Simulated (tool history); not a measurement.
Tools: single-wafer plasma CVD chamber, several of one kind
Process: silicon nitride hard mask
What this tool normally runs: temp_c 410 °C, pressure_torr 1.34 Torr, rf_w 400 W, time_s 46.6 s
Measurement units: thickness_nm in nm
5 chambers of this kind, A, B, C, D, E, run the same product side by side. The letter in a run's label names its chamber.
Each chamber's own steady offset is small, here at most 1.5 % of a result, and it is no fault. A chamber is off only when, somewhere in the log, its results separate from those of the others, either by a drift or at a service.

run,hour,temp_c,pressure_torr,rf_w,time_s,hours since the last thermocouple change,hours since the last RF generator calibration,hours since the last manometer calibration,"read-back reference wafer on the same gauge, thickness_nm",thickness_nm
# hour 6.2: chamber D: capacitance manometer re-zeroed and calibrated
1B,9.8,410,1.34,400,46.6,1110.5,394.8,588.9,51.880,61.235
2C,16.9,410,1.34,400,46.6,1138.6,78.2,637.3,51.885,60.744
3D,28.1,410,1.34,400,46.6,223.1,42.1,21.9,51.882,60.597
4E,39.2,410,1.34,400,46.6,550.6,180.6,1412.8,51.872,61.173
5A,47.9,410,1.34,400,46.6,578.1,725.5,2132.4,51.848,61.070
6A,56.2,410,1.34,400,46.6,586.4,733.8,2140.7,51.835,61.185
7D,64.3,410,1.34,400,46.6,259.3,78.3,58.1,51.845,60.524
8B,72.7,410,1.34,400,53.6,1173.4,457.7,651.8,51.798,70.332
9E,85.2,410,1.34,400,53.6,596.6,226.6,1458.8,51.791,70.551
10C,96.3,410,1.34,400,53.6,1218.0,157.6,716.7,51.798,69.711
11A,104.2,410,1.34,400,53.6,634.4,781.8,2188.7,51.785,70.016
12C,115.6,410,1.34,400,53.6,1237.3,176.9,736.0,51.792,69.433
13D,127.8,410,1.34,400,46.6,322.8,141.8,121.6,51.770,60.408
14E,134.0,410,1.34,400,46.6,645.4,275.4,1507.6,51.749,60.988
15B,146.1,410,1.34,400,46.6,1246.8,531.1,725.2,51.729,61.158
16A,151.8,396,1.34,460,46.6,682.0,829.4,2236.3,51.710,66.460
# hour 160.9: chamber A: capacitance manometer re-zeroed and calibrated
17C,161.9,396,1.34,460,46.6,1283.6,223.2,782.3,51.713,66.005
18D,168.5,396,1.34,460,46.6,363.5,182.5,162.3,51.709,65.854
19E,175.8,396,1.34,460,46.6,687.2,317.2,1549.4,51.708,66.618
20B,181.9,396,1.34,460,46.6,1282.6,566.9,761.0,51.691,66.690
21E,189.6,410,1.34,400,46.6,701.0,331.0,1563.2,51.677,61.033
22B,196.4,410,1.34,400,46.6,1297.1,581.4,775.5,51.681,61.112
23C,203.4,410,1.34,400,46.6,1325.1,264.7,823.8,51.654,60.406
24A,214.2,410,1.34,400,46.6,744.4,891.8,53.4,51.634,60.439
25D,221.0,410,1.34,400,46.6,416.0,235.0,214.8,51.653,60.349
26E,227.8,410,1.59,375,46.6,739.2,369.2,1601.4,51.629,61.357
27A,238.2,410,1.59,375,46.6,768.4,915.8,77.4,51.636,61.456
28B,247.7,410,1.59,375,46.6,1348.4,632.7,826.8,51.593,61.927
29C,256.8,410,1.59,375,46.6,1378.5,318.1,877.2,51.604,61.067
30D,268.2,410,1.59,375,46.6,463.2,282.2,262.0,51.591,60.912
31E,280.6,410,1.34,400,54.5,792.0,422.0,1654.2,51.576,71.185
32C,289.8,410,1.34,400,54.5,1411.5,351.1,910.2,51.572,70.556
33A,296.5,410,1.34,400,54.5,826.7,974.1,135.7,51.536,70.735
34B,308.7,410,1.34,400,54.5,1409.4,693.7,887.8,51.556,71.072
35D,321.1,410,1.34,400,54.5,516.1,335.1,314.9,51.549,70.413

What goes on in this fleet: one chamber off, a drifting gauge, or nothing beyond the chambers' own small offsets? Name the chamber and the cause, if any.

Every chamber seems to shift together because the gauge that measures them all drifts; the chambers themselves are fine.
Most likely cause: gauge reads low (%) = 0.72.

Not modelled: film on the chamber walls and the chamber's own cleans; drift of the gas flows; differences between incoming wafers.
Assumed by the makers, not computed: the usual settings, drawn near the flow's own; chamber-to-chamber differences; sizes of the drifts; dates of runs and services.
